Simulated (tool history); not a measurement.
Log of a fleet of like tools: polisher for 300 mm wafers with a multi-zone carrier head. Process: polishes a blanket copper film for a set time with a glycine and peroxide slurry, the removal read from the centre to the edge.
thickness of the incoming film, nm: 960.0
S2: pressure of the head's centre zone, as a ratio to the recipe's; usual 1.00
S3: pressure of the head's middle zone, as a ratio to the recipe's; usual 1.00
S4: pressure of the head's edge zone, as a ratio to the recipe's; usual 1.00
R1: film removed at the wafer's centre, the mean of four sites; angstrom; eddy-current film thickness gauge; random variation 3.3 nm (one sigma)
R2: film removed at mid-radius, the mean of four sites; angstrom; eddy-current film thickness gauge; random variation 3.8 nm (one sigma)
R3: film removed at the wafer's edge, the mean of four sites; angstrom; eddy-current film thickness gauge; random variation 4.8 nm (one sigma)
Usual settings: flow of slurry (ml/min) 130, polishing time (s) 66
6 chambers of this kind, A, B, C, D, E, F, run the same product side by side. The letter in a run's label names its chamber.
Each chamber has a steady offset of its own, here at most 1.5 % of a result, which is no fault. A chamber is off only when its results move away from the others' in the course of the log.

At day 0.442: chamber F: centre zone pressure recalibrated.
Run 1E, day 0.567: usual settings. Result: R1 3650.2 angstrom, R2 3606.8 angstrom, R3 3654.0 angstrom.
At day 0.608: chamber B: worn pad replaced by a new one.
Run 2F, day 0.900: usual settings. Result: R1 3704.7 angstrom, R2 3633.7 angstrom, R3 3611.8 angstrom.
At day 1.150: chamber A: worn pad replaced by a new one.
Run 3C, day 1.421: usual settings. Result: R1 3630.5 angstrom, R2 3671.5 angstrom, R3 3691.4 angstrom.
At day 1.817: chamber D: worn pad replaced by a new one.
Run 4D, day 1.979: usual settings. Result: R1 3620.3 angstrom, R2 3707.6 angstrom, R3 3662.1 angstrom.
Run 5B, day 2.538: usual settings but flow of slurry (ml/min) 105, S4 0.96. Result: R1 3458.3 angstrom, R2 3430.8 angstrom, R3 3567.2 angstrom.
At day 2.879: chamber C: worn pad replaced by a new one.
At day 3.038: chamber B: centre zone pressure recalibrated.
Run 6A, day 3.058: usual settings but flow of slurry (ml/min) 105, S4 0.96. Result: R1 3416.2 angstrom, R2 3475.9 angstrom, R3 3407.7 angstrom.
Run 7B, day 3.383: usual settings but flow of slurry (ml/min) 105, S4 0.96. Result: R1 3487.1 angstrom, R2 3444.7 angstrom, R3 3389.4 angstrom.
At day 3.683: chamber E: worn pad replaced by a new one.
Run 8C, day 3.867: usual settings but flow of slurry (ml/min) 105, S4 0.96. Result: R1 3461.9 angstrom, R2 3508.0 angstrom, R3 3387.6 angstrom.
At day 4.358: chamber A: edge zone pressure recalibrated.
Run 9F, day 4.508: usual settings but flow of slurry (ml/min) 105, S4 0.96. Result: R1 3508.7 angstrom, R2 3593.2 angstrom, R3 3534.4 angstrom.
At day 4.771: chamber A: worn pad replaced by a new one.
Run 10E, day 4.938: usual settings but flow of slurry (ml/min) 105, S4 0.96. Result: R1 3445.0 angstrom, R2 3440.8 angstrom, R3 3346.0 angstrom.
At day 5.008: chamber D: worn pad replaced by a new one.
At day 5.017: chamber D: slurry nozzle cleaned.
At day 5.096: chamber B: edge zone pressure recalibrated.
Run 11D, day 5.250: usual settings. Result: R1 3619.4 angstrom, R2 3590.1 angstrom, R3 3631.0 angstrom.
At day 5.392: chamber B: slurry nozzle cleaned.
At day 5.400: chamber A: slurry nozzle cleaned.
At day 5.425: chamber B: worn pad replaced by a new one.
Run 12A, day 5.633: usual settings. Result: R1 3622.2 angstrom, R2 3605.9 angstrom, R3 3637.9 angstrom.
Run 13E, day 6.192: usual settings. Result: R1 3734.8 angstrom, R2 3674.9 angstrom, R3 3506.0 angstrom.
At day 6.217: chamber F: worn pad replaced by a new one.
At day 6.383: chamber D: centre zone pressure recalibrated.
Run 14C, day 6.596: usual settings. Result: R1 3635.3 angstrom, R2 3682.1 angstrom, R3 3654.3 angstrom.
Run 15D, day 7.079: usual settings but S3 0.94, S4 0.89. Result: R1 3699.3 angstrom, R2 3474.4 angstrom, R3 3486.8 angstrom.
Run 16A, day 7.383: usual settings but S3 0.94, S4 0.89. Result: R1 3630.8 angstrom, R2 3441.8 angstrom, R3 3436.5 angstrom.
Run 17B, day 7.883: usual settings but S3 0.94, S4 0.89. Result: R1 3721.9 angstrom, R2 3453.1 angstrom, R3 3485.5 angstrom.
At day 7.892: chamber D: worn pad replaced by a new one.
At day 7.979: chamber A: worn pad replaced by a new one.
Run 18F, day 8.288: usual settings but S3 0.94, S4 0.89. Result: R1 3690.6 angstrom, R2 3507.2 angstrom, R3 3445.4 angstrom.
Run 19B, day 8.579: usual settings but S3 0.94, S4 0.89. Result: R1 3724.7 angstrom, R2 3430.1 angstrom, R3 3438.5 angstrom.
At day 9.083: chamber E: worn pad replaced by a new one.
Run 20C, day 9.242: usual settings but S3 0.94, S4 0.89. Result: R1 3651.1 angstrom, R2 3455.9 angstrom, R3 3395.1 angstrom.
At day 9.425: chamber B: worn pad replaced by a new one.
At day 9.429: chamber C: worn pad replaced by a new one.
Run 21A, day 9.579: usual settings. Result: R1 3643.1 angstrom, R2 3648.0 angstrom, R3 3655.4 angstrom.
Run 22F, day 10.029: usual settings. Result: R1 3722.4 angstrom, R2 3711.0 angstrom, R3 3627.7 angstrom.
At day 10.325: chamber C: slurry nozzle cleaned.
Run 23D, day 10.592: usual settings. Result: R1 3651.1 angstrom, R2 3687.3 angstrom, R3 3670.8 angstrom.
At day 11.046: chamber A: worn pad replaced by a new one.
Run 24E, day 11.142: usual settings. Result: R1 3671.1 angstrom, R2 3682.2 angstrom, R3 3604.9 angstrom.
At day 11.258: chamber E: centre zone pressure recalibrated.
At day 11.421: chamber D: worn pad replaced by a new one.
At day 11.438: chamber C: centre zone pressure recalibrated.
Run 25F, day 11.533: usual settings but S2 0.92, S3 0.96. Result: R1 3366.0 angstrom, R2 3588.8 angstrom, R3 3605.0 angstrom.
Run 26E, day 11.833: usual settings but S2 0.92, S3 0.96. Result: R1 3381.2 angstrom, R2 3521.5 angstrom, R3 3612.5 angstrom.
At day 12.050: chamber F: worn pad replaced by a new one.
Run 27B, day 12.200: usual settings but S2 0.92, S3 0.96. Result: R1 3404.9 angstrom, R2 3525.3 angstrom, R3 3679.0 angstrom.
Run 28D, day 12.612: usual settings but S2 0.92, S3 0.96. Result: R1 3373.5 angstrom, R2 3609.2 angstrom, R3 3638.9 angstrom.
Run 29A, day 13.250: usual settings but S2 0.92, S3 0.96. Result: R1 3361.4 angstrom, R2 3492.1 angstrom, R3 3650.8 angstrom.
At day 13.396: chamber B: worn pad replaced by a new one.
Run 30C, day 13.667: usual settings but S2 0.92, S3 0.96. Result: R1 3332.2 angstrom, R2 3579.5 angstrom, R3 3586.2 angstrom.
At day 13.962: chamber E: worn pad replaced by a new one.
Run 31C, day 14.208: usual settings. Result: R1 3641.6 angstrom, R2 3649.3 angstrom, R3 3636.2 angstrom.
Run 32B, day 14.596: usual settings. Result: R1 3795.0 angstrom, R2 3592.4 angstrom, R3 3710.6 angstrom.
At day 14.671: chamber A: worn pad replaced by a new one.
At day 14.762: chamber D: worn pad replaced by a new one.
Run 33D, day 14.962: usual settings. Result: R1 3634.4 angstrom, R2 3677.0 angstrom, R3 3621.6 angstrom.
At day 15.308: chamber D: slurry nozzle cleaned.
Run 34E, day 15.333: usual settings. Result: R1 3607.6 angstrom, R2 3693.7 angstrom, R3 3660.9 angstrom.
At day 15.367: chamber F: centre zone pressure recalibrated.
Run 35F, day 15.696: usual settings. Result: R1 3689.6 angstrom, R2 3710.0 angstrom, R3 3702.5 angstrom.
Run 36A, day 16.283: usual settings. Result: R1 3680.0 angstrom, R2 3629.1 angstrom, R3 3633.3 angstrom.
Run 37D, day 16.583: usual settings. Result: R1 3660.4 angstrom, R2 3690.5 angstrom, R3 3642.0 angstrom.

All 6 chambers run these settings next. Forecast each chamber's results:
Run 38A, day 17.058: usual settings. Result: R1 ?, R2 ?, R3 ?.
Run 38B, day 17.058: usual settings. Result: R1 ?, R2 ?, R3 ?.
Run 38C, day 17.058: usual settings. Result: R1 ?, R2 ?, R3 ?.
Run 38D, day 17.058: usual settings. Result: R1 ?, R2 ?, R3 ?.
Run 38E, day 17.058: usual settings. Result: R1 ?, R2 ?, R3 ?.
Run 38F, day 17.058: usual settings. Result: R1 ?, R2 ?, R3 ?.

run      R1      R2      R3
38A  3639.4  3598.3  3591.5
38B  3696.0  3647.6  3713.8
38C  3623.4  3637.5  3661.8
38D  3696.1  3642.7  3613.2
38E  3642.6  3653.2  3619.4
38F  3707.9  3651.1  3681.7

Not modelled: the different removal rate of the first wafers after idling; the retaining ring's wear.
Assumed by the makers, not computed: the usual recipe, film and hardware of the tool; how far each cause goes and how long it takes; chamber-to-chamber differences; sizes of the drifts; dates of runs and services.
